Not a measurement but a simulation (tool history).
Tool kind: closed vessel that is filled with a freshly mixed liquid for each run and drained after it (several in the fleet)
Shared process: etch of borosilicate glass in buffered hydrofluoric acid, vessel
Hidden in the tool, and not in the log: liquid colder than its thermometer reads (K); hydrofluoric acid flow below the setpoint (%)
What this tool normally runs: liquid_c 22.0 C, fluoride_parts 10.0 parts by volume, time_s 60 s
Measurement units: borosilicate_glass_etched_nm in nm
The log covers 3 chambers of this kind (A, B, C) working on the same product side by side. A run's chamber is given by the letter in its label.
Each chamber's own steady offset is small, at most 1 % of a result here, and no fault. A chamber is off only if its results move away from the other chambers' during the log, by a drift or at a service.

run,hour,liquid_c,fluoride_parts,time_s,hours since the thermometer was replaced,hours since the hydrofluoric acid flow meter was replaced,"read-back film thickness of the borosilicate glass reference wafer, read on the same gauge (nm)",borosilicate_glass_etched_nm
1B,8.3,22.0,10.0,60,311.0,1718.7,39.993,66.562
2A,22.5,22.0,10.0,60,1993.2,509.0,40.020,66.702
3C,31.2,22.0,10.0,60,153.0,2068.1,40.023,66.774
4C,40.6,22.0,10.0,60,162.4,2077.5,40.019,66.783
5B,51.9,22.0,10.0,60,354.6,1762.3,40.011,66.668
6A,60.1,22.0,10.0,60,2030.8,546.6,39.995,66.577
7C,67.0,22.0,10.0,60,188.8,2103.9,39.988,66.862
# hour 73.3: chamber A: thermometer replaced
8B,73.4,22.0,10.0,60,376.1,1783.8,39.981,66.324
9A,84.7,22.0,10.0,60,11.4,571.2,39.998,67.440
# hour 88.3: chamber C: hydrofluoric acid flow meter replaced
10C,92.4,22.0,10.0,60,214.2,4.1,39.983,66.378
11A,98.7,22.0,10.0,60,25.4,585.2,39.992,66.868
12B,109.4,22.0,10.0,60,412.1,1819.8,40.003,66.621
13A,119.2,22.0,10.0,60,45.9,605.7,40.005,66.181
14C,131.2,22.0,10.0,60,253.0,42.9,40.015,67.199
15B,140.5,22.0,10.0,60,443.2,1850.9,40.023,66.874
16B,151.5,22.0,10.0,60,454.2,1861.9,40.010,66.841
17C,164.1,22.0,10.0,60,285.9,75.8,40.005,66.649
18A,176.7,24.5,10.0,80,103.4,663.2,40.021,97.508
19B,184.5,24.5,10.0,80,487.2,1894.9,39.984,101.910
20A,197.0,24.5,10.0,80,123.7,683.5,39.983,99.588
21C,205.8,22.0,10.0,60,327.6,117.5,40.016,66.845
22B,212.9,22.0,10.0,60,515.6,1923.3,40.044,66.203
23A,225.9,22.0,10.0,35,152.6,712.4,40.022,36.963
24C,232.6,22.0,10.0,35,354.4,144.3,40.005,38.844
25B,242.0,22.0,10.0,35,544.7,1952.4,40.029,39.288
26C,256.3,22.0,10.0,60,378.1,168.0,40.009,66.875
27A,264.9,22.0,10.0,60,191.6,751.4,40.005,61.916
28C,274.2,22.0,12.5,90,396.0,185.9,40.012,80.336
29B,284.0,22.0,12.5,90,586.7,1994.4,39.970,81.113
30A,292.6,22.0,12.5,90,219.3,779.1,39.991,75.656
31C,305.4,22.0,10.0,60,427.2,217.1,40.023,66.484
32B,317.5,22.0,10.0,60,620.2,2027.9,39.975,67.702
33A,326.5,22.0,13.0,60,253.2,813.0,40.008,47.833
34C,336.4,22.0,13.0,60,458.2,248.1,40.014,51.816
35B,345.9,22.0,13.0,60,648.6,2056.3,39.948,51.966
36A,353.0,22.0,10.0,60,279.7,839.5,39.996,61.503
37A,367.4,26.5,8.5,60,294.1,853.9,39.995,89.974
38B,380.5,26.5,8.5,60,683.2,2090.9,40.020,95.589
39C,391.7,26.5,8.5,60,513.5,303.4,39.977,96.003
40B,401.9,22.0,10.0,60,704.6,2112.3,39.975,67.767
41C,408.9,22.0,10.0,60,530.7,320.6,40.025,66.452
42A,416.2,22.0,10.0,60,342.9,902.7,40.009,60.807
43C,424.6,22.0,10.0,60,546.4,336.3,39.955,66.585
44A,436.7,22.0,10.0,60,363.4,923.2,40.006,59.670

Predict what each chamber gives when all 3 of them run the settings below next.
45A,447.1,22.0,6.5,60,,,,?
45B,447.1,22.0,6.5,60,,,,?
45C,447.1,22.0,6.5,60,,,,?

run,borosilicate_glass_etched_nm
45A,91.515
45B,101.130
45C,99.372
